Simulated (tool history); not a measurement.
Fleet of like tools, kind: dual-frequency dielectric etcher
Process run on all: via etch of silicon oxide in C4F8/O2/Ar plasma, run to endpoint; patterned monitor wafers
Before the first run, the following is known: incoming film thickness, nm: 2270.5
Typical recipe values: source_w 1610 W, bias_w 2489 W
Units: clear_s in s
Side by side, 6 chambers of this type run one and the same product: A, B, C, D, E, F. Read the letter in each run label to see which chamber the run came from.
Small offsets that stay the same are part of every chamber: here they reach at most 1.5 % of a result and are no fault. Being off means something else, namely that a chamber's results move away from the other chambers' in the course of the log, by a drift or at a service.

run,hour,source_w,bias_w,hours since the last wet clean,hours since the last source power generator calibration,hours since the last bias power generator calibration,clear_s
1B,6.7,1610,2489,402.7,684.6,2111.2,454.43
2A,13.6,1610,2489,143,58.2,3366.5,456.39
3E,19.5,1610,2489,190.4,2834.2,3323.3,453.25
# hour 26.1: chamber F: wet clean of the chamber
4D,29.6,1610,2489,35.6,1144.3,1936.4,457.26
# hour 31.7: chamber C: wet clean of the chamber
5F,36.7,1610,2489,10.6,1333.1,2325,456.92
6C,45.5,1610,2489,13.9,547.8,1848.9,452.1
7A,53.5,1610,2489,182.9,98.1,3406.4,453.86
8D,64.4,1610,2489,70.4,1179.1,1971.2,457
9C,71.1,1610,2489,39.5,573.4,1874.5,455
10F,76.7,1610,2489,50.6,1373.1,2365,458.92
11E,83.5,1610,2489,254.4,2898.2,3387.3,451.68
# hour 85.8: chamber A: bias power generator calibrated
12B,90,1610,2489,486,767.9,2194.5,454.79
# hour 96: chamber E: bias power generator calibrated
13A,98.8,1610,2489,228.2,143.4,13.1,452.66
14E,108.9,1260,2256,279.8,2923.6,12.9,510.12
# hour 113.8: chamber B: wet clean of the chamber
15F,116,1260,2256,89.9,1412.4,2404.3,524.14
16B,120.8,1260,2256,7.1,798.7,2225.3,516.66
17C,128.5,1260,2256,96.9,630.8,1931.9,514.17
18D,133.9,1260,2256,139.9,1248.6,2040.7,520.27
19C,144.2,1260,2256,112.6,646.5,1947.6,515.2
20A,149.7,1610,2004,279.1,194.3,64,485.39
21E,160.7,1610,2004,331.6,2975.4,64.7,485.67
22D,171,1610,2004,177,1285.7,2077.8,492.19
23F,179.7,1610,2004,153.6,1476.1,2468,488.98
24B,189.2,1610,2004,75.5,867.1,2293.7,487.6
25E,196.7,1610,2004,367.6,3011.4,100.7,489.02
26D,207.5,1610,2489,213.5,1322.2,2114.3,455.06
27C,218.3,1610,2489,186.7,720.6,2021.7,449.44
28A,228.5,1360,1889,357.9,273.1,142.8,526.03
29F,238.3,1360,1889,212.2,1534.7,2526.6,537.83
30B,243.3,1360,1889,129.6,921.2,2347.8,523.79
31F,250.8,1360,1889,224.7,1547.2,2539.1,528.79
32B,256.1,1360,1889,142.4,934,2360.6,524.98
33C,262.1,1360,1889,230.5,764.4,2065.5,524.5
34D,272.3,1610,2489,278.3,1387,2179.1,456.37
35A,280.5,1610,2164,409.9,325.1,194.8,472.58
36E,285.6,1610,2164,456.5,3100.3,189.6,488.29
37E,293.1,1610,2164,464,3107.8,197.1,487.26
38D,298.3,1610,2164,304.3,1413,2205.1,476.8
39F,304.7,1610,2164,278.6,1601.1,2593,480.05
40A,313,1610,2164,442.4,357.6,227.3,472.25
41B,320,1610,2489,206.3,997.9,2424.5,451.4
42C,330.8,1610,2489,299.2,833.1,2134.2,449.91
43B,337.8,1610,2489,224.1,1015.7,2442.3,458.59
44F,348.2,1610,2489,322.1,1644.6,2636.5,463.69

All chambers now run identical settings, listed one chamber a line with results as question marks. What results will each chamber show?
45A,356.1,1790,2489,,,,?
45B,356.1,1790,2489,,,,?
45C,356.1,1790,2489,,,,?
45D,356.1,1790,2489,,,,?
45E,356.1,1790,2489,,,,?
45F,356.1,1790,2489,,,,?

run,clear_s
45A,434.46
45B,433.57
45C,436.61
45D,440.19
45E,457.38
45F,438.52
